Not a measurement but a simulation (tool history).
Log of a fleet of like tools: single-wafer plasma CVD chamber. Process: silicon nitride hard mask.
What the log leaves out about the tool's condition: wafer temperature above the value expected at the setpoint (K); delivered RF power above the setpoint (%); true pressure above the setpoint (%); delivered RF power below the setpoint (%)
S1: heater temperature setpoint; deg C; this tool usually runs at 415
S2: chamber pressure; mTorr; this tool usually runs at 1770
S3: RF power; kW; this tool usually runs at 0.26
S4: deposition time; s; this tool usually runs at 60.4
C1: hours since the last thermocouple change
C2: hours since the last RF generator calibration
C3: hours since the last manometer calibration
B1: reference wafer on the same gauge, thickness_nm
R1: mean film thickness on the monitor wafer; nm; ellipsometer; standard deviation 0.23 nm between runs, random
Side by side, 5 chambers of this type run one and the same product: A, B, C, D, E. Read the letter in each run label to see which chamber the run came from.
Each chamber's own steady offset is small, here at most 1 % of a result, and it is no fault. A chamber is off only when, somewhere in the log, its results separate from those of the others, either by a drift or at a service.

| run | hour | S1 | S2 | S3 | S4 | C1 | C2 | C3 | B1 | R1 |
|---|---|---|---|---|---|---|---|---|---|---|
| 1A | 8.2 | 415 | 1770 | 0.26 | 60.4 | 777 | 1886 | 336.5 | 60.788 | 63.706 |
| 2D | 15.1 | 415 | 1770 | 0.26 | 60.4 | 561 | 573.6 | 990.5 | 60.774 | 64.691 |
| 3B | 22.5 | 415 | 1770 | 0.26 | 60.4 | 726.5 | 552.8 | 1745.4 | 60.811 | 64.327 |
| 4E | 33.2 | 415 | 1770 | 0.26 | 60.4 | 1194.4 | 53.8 | 1097.4 | 60.776 | 64.763 |
| 5C | 41 | 415 | 1770 | 0.26 | 60.4 | 474.4 | 263.7 | 2129.4 | 60.775 | 64.307 |
| 6C | 46.5 | 415 | 1770 | 0.215 | 48.8 | 479.9 | 269.2 | 2134.9 | 60.804 | 45.513 |
| 7A | 51.9 | 415 | 1770 | 0.215 | 48.8 | 820.7 | 1929.7 | 380.2 | 60.869 | 44.968 |
| 8B | 59.6 | 415 | 1770 | 0.215 | 48.8 | 763.6 | 589.9 | 1782.5 | 60.836 | 45.238 |
| 9D | 68 | 415 | 1770 | 0.215 | 48.8 | 613.9 | 626.5 | 1043.4 | 60.886 | 45.551 |
| 10E | 75 | 415 | 1770 | 0.215 | 48.8 | 1236.2 | 95.6 | 1139.2 | 60.789 | 45.365 |
| 11B | 83.7 | 415 | 1770 | 0.26 | 60.4 | 787.7 | 614 | 1806.6 | 60.836 | 64.227 |
| 12E | 94.2 | 415 | 1770 | 0.26 | 60.4 | 1255.4 | 114.8 | 1158.4 | 60.843 | 64.727 |
| 13A | 99 | 415 | 1770 | 0.26 | 60.4 | 867.8 | 1976.8 | 427.3 | 60.841 | 64.086 |
| 14C | 106.9 | 415 | 1770 | 0.26 | 60.4 | 540.3 | 329.6 | 2195.3 | 60.841 | 64.082 |
| 15D | 115.8 | 415 | 1770 | 0.26 | 60.4 | 661.7 | 674.3 | 1091.2 | 60.802 | 64.54 |
| 16E | 126.9 | 415 | 1770 | 0.26 | 60.4 | 1288.1 | 147.5 | 1191.1 | 60.83 | 64.143 |
| 17D | 135.8 | 415 | 1770 | 0.26 | 60.4 | 681.7 | 694.3 | 1111.2 | 60.755 | 64.479 |
| 18A | 143 | 415 | 1770 | 0.215 | 66.9 | 911.8 | 2020.8 | 471.3 | 60.758 | 61.942 |
| 19C | 147.9 | 415 | 1770 | 0.215 | 66.9 | 581.3 | 370.6 | 2236.3 | 60.776 | 61.15 |
| 20B | 155.9 | 415 | 1770 | 0.215 | 66.9 | 859.9 | 686.2 | 1878.8 | 60.801 | 61.712 |
|  | 157.1 | chamber A: RF generator calibrated |
| 21D | 161.5 | 415 | 1770 | 0.215 | 66.9 | 707.4 | 720 | 1136.9 | 60.8 | 62.612 |
| 22B | 169.1 | 415 | 1770 | 0.215 | 66.9 | 873.1 | 699.4 | 1892 | 60.838 | 62.046 |
| 23C | 176.1 | 415 | 1770 | 0.26 | 60.4 | 609.5 | 398.8 | 2264.5 | 60.812 | 62.67 |
| 24A | 182.9 | 415 | 1770 | 0.26 | 60.4 | 951.7 | 25.8 | 511.2 | 60.778 | 63.959 |
| 25E | 190.7 | 415 | 1770 | 0.26 | 60.4 | 1351.9 | 211.3 | 1254.9 | 60.799 | 63.732 |
| 26A | 197.7 | 415 | 1770 | 0.26 | 60.4 | 966.5 | 40.6 | 526 | 60.84 | 64.203 |
| 27C | 206.6 | 415 | 1480 | 0.305 | 60.4 | 640 | 429.3 | 2295 | 60.77 | 65.696 |
|  | 209.3 | chamber C: capacitance manometer re-zeroed and calibrated |
| 28B | 215 | 415 | 1480 | 0.305 | 60.4 | 919 | 745.3 | 1937.9 | 60.789 | 68.337 |
| 29E | 221.5 | 415 | 1480 | 0.305 | 60.4 | 1382.7 | 242.1 | 1285.7 | 60.807 | 68.038 |
| 30D | 228.1 | 415 | 1480 | 0.305 | 60.4 | 774 | 786.6 | 1203.5 | 60.788 | 67.841 |
| 31E | 233.4 | 415 | 1480 | 0.305 | 60.4 | 1394.6 | 254 | 1297.6 | 60.787 | 67.861 |
| 32D | 243.2 | 415 | 1770 | 0.26 | 60.4 | 789.1 | 801.7 | 1218.6 | 60.768 | 63.958 |
| 33A | 248.5 | 415 | 1770 | 0.26 | 60.4 | 1017.3 | 91.4 | 576.8 | 60.793 | 63.653 |
| 34B | 258.6 | 415 | 1770 | 0.26 | 60.4 | 962.6 | 788.9 | 1981.5 | 60.748 | 63.996 |
| 35C | 265.7 | 408 | 1990 | 0.26 | 60.4 | 699.1 | 488.4 | 56.5 | 60.855 | 63.936 |
| 36C | 275.3 | 408 | 1990 | 0.26 | 60.4 | 708.7 | 498 | 66.1 | 60.766 | 63.657 |
| 37E | 282.7 | 408 | 1990 | 0.26 | 60.4 | 1443.9 | 303.3 | 1346.9 | 60.846 | 66.61 |
| 38D | 290.6 | 408 | 1990 | 0.26 | 60.4 | 836.5 | 849.1 | 1266 | 60.819 | 66.737 |

Read the log: is a single chamber off, either drifting away or since a service, is the gauge that measures every chamber drifting, or is nothing wrong beyond small per-chamber offsets? Name any odd chamber and what most likely caused it.

Chamber C drifts away from the others.
Most likely cause: delivered RF power below the setpoint (%) = 7.01.

Chamber C could run next with any of the 4 candidate recipes listed below; each alters the usual settings, and their results appear as question marks. Which one brings its results back in line with what the other chambers deliver on the usual settings?
In line means no further than this from the other chambers' mean on the usual settings: R1 0.81 nm
| 39C-1 | 298.7 | 415 | 2080 | 0.26 | 60.4 |  |  |  |  | ? |
| 39C-2 | 298.7 | 415 | 1840 | 0.26 | 66.1 |  |  |  |  | ? |
| 39C-3 | 298.7 | 415 | 1510 | 0.26 | 60.4 |  |  |  |  | ? |
| 39C-4 | 298.7 | 415 | 1770 | 0.26 | 54.4 |  |  |  |  | ? |

Average result of the remaining chambers running the usual settings: R1 64.206 nm
| run | R1 |
|---|---|
| 39C-1 | 63.791 |
| 39C-2 | 67.523 |
| 39C-3 | 58.3 |
| 39C-4 | 54.985 |
The right change is 39C-1: it brings the chamber back within the allowed miss of the others.
